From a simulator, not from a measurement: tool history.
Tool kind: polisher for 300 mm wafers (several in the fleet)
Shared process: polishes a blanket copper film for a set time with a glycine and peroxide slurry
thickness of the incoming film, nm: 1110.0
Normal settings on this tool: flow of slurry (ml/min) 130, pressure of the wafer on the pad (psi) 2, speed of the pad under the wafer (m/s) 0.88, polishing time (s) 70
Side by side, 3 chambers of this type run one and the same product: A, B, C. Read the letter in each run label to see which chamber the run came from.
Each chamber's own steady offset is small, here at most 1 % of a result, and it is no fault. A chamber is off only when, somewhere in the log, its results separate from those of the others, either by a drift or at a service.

run,hour,flow of slurry (ml/min),pressure of the wafer on the pad (psi),speed of the pad under the wafer (m/s),polishing time (s),wafers polished on this pad,hours since the slurry nozzle was cleaned,hours since the head pressure was calibrated,film removed (angstrom)
1C,9.2,130,2,0.88,70,417,31.5,68.3,2626.9
2A,18.7,130,2,0.88,70,300,163.3,514.2,2593.2
3B,27.2,130,2,0.88,70,347,100.7,261,2663.1
4C,33.5,130,2,0.88,70,708,55.8,92.6,2666.7
# hour 38.1: chamber C: worn pad replaced by a new one
5B,43.1,130,2,0.88,70,537,116.6,276.9,2629
6A,51.2,130,2,0.88,70,689,195.8,546.7,2590.6
# hour 53.4: chamber B: worn pad replaced by a new one
7C,59.4,130,2,0.88,70,255,81.7,118.5,2636.1
8B,66.5,130,2,0.88,70,157,140,300.3,2649.7
9A,75.1,130,2,0.88,70,975,219.7,570.6,2587
10A,80.6,130,2.2,0.88,85,1041,225.2,576.1,3422.2
11B,86.3,130,2.2,0.88,85,394,159.8,320.1,3458.8
12C,93.1,130,2.2,0.88,85,658,115.4,152.2,3407.4
13B,99.3,130,2,0.88,70,549,172.8,333.1,2591.1
# hour 101.9: chamber A: worn pad replaced by a new one
14C,104.7,130,2,0.88,70,797,127,163.8,2644.2
# hour 110.2: chamber B: worn pad replaced by a new one
# hour 112.3: chamber C: worn pad replaced by a new one
15A,113.6,130,2,0.88,70,140,258.2,609.1,2629.4
# hour 118: chamber A: slurry nozzle cleaned
16C,119.9,130,2,0.88,70,91,142.2,179,2640.7
17B,126.5,130,2,0.88,70,195,200,360.3,2586.2
18A,133.7,130,2,0.88,70,380,15.8,629.2,2606.6
19B,142.5,130,2,0.88,70,387,216,376.3,2572.6
20C,148.6,130,2,0.88,70,435,170.9,207.7,2628.5
21A,156.5,130,2,0.88,70,653,38.6,652,2611.4
# hour 166.7: chamber B: worn pad replaced by a new one
22B,167.1,130,2,0.88,70,5,240.6,400.9,2542
23C,176.6,130,2,0.88,70,769,198.9,235.7,2632.6
# hour 186.7: chamber C: worn pad replaced by a new one
24A,187.3,130,2,0.88,70,1022,69.4,682.8,2597.3
25B,193.3,130,2,1.1,70,318,266.8,427.1,2955.6
26A,200.1,130,2,1.1,70,1175,82.2,695.6,3127
# hour 206.1: chamber A: worn pad replaced by a new one
27C,207.9,130,2,1.1,70,253,230.2,267,3135.6
28C,218.5,115,2,0.88,88,380,240.8,277.6,3265.5
# hour 219.6: chamber B: worn pad replaced by a new one
29B,223.6,115,2,0.88,88,48,297.1,457.4,2988.4
30A,234.3,115,2,0.88,88,337,116.4,729.8,3205.9
31B,242.7,130,2,0.88,70,277,316.2,476.5,2417.5
32A,248.6,130,2,0.88,70,508,130.7,744.1,2603.2

All chambers now run identical settings, listed one chamber a line with results as question marks. What results will each chamber show?
33A,256.3,130,1.5,0.88,70,,,,?
33B,256.3,130,1.5,0.88,70,,,,?
33C,256.3,130,1.5,0.88,70,,,,?

run,film removed (angstrom)
33A,2099.8
33B,1941.1
33C,2139.4
